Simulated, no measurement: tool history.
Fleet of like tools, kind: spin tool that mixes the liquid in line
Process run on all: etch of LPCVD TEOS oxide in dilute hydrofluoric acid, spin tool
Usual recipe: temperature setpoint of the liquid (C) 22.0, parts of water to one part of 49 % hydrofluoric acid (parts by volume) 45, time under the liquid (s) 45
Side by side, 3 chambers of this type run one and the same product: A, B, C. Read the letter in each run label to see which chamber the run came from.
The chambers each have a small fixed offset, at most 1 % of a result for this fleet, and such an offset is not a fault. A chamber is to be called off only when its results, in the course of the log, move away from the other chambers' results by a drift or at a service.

run	day	temperature setpoint of the liquid (C)	parts of water to one part of 49 % hydrofluoric acid (parts by volume)	time under the liquid (s)	read-back film thickness of the LPCVD TEOS oxide reference wafer, read on the same gauge (nm)	thickness taken off the LPCVD TEOS oxide on a monitor wafer (Å)
1C	0.121	22.0	45	45	80.002	178.99
2B	0.292	22.0	45	45	80.004	182.52
3A	0.438	22.0	45	45	79.981	182.38
4A	0.521	22.0	45	45	79.998	183.99
5B	0.683	22.0	45	45	80.016	180.58
6C	0.858	22.0	45	45	79.988	181.52
7C	0.983	22.0	45	45	79.991	179.69
8A	1.125	22.0	45	45	79.987	183.74
9B	1.296	22.0	45	45	79.994	181.26
10C	1.442	22.0	45	45	79.992	181.24
11B	1.621	22.0	40	45	79.992	205.36
12A	1.788	22.0	40	45	79.994	207.42
13B	1.871	22.0	40	45	80.017	206.99
14A	2.012	22.0	45	45	79.989	183.78
15C	2.100	20.5	45	45	79.999	171.72
16B	2.212	20.5	45	45	80.015	168.16
17A	2.388	20.5	45	45	79.999	170.46
18C	2.479	22.0	45	45	80.030	182.18
19B	2.596	22.0	45	45	79.994	181.25
20C	2.738	22.0	45	45	79.993	183.14
21A	2.842	22.0	45	45	80.001	184.51
22A	2.954	22.0	45	45	79.988	184.46
23C	3.029	22.0	45	45	79.993	182.80
24B	3.175	22.0	45	45	79.987	182.36

All 3 chambers run these settings next. Forecast each chamber's results:
25A	3.304	22.0	45	45		?
25B	3.304	22.0	45	45		?
25C	3.304	22.0	45	45		?

run	thickness taken off the LPCVD TEOS oxide on a monitor wafer (Å)
25A	182.88
25B	181.93
25C	181.98
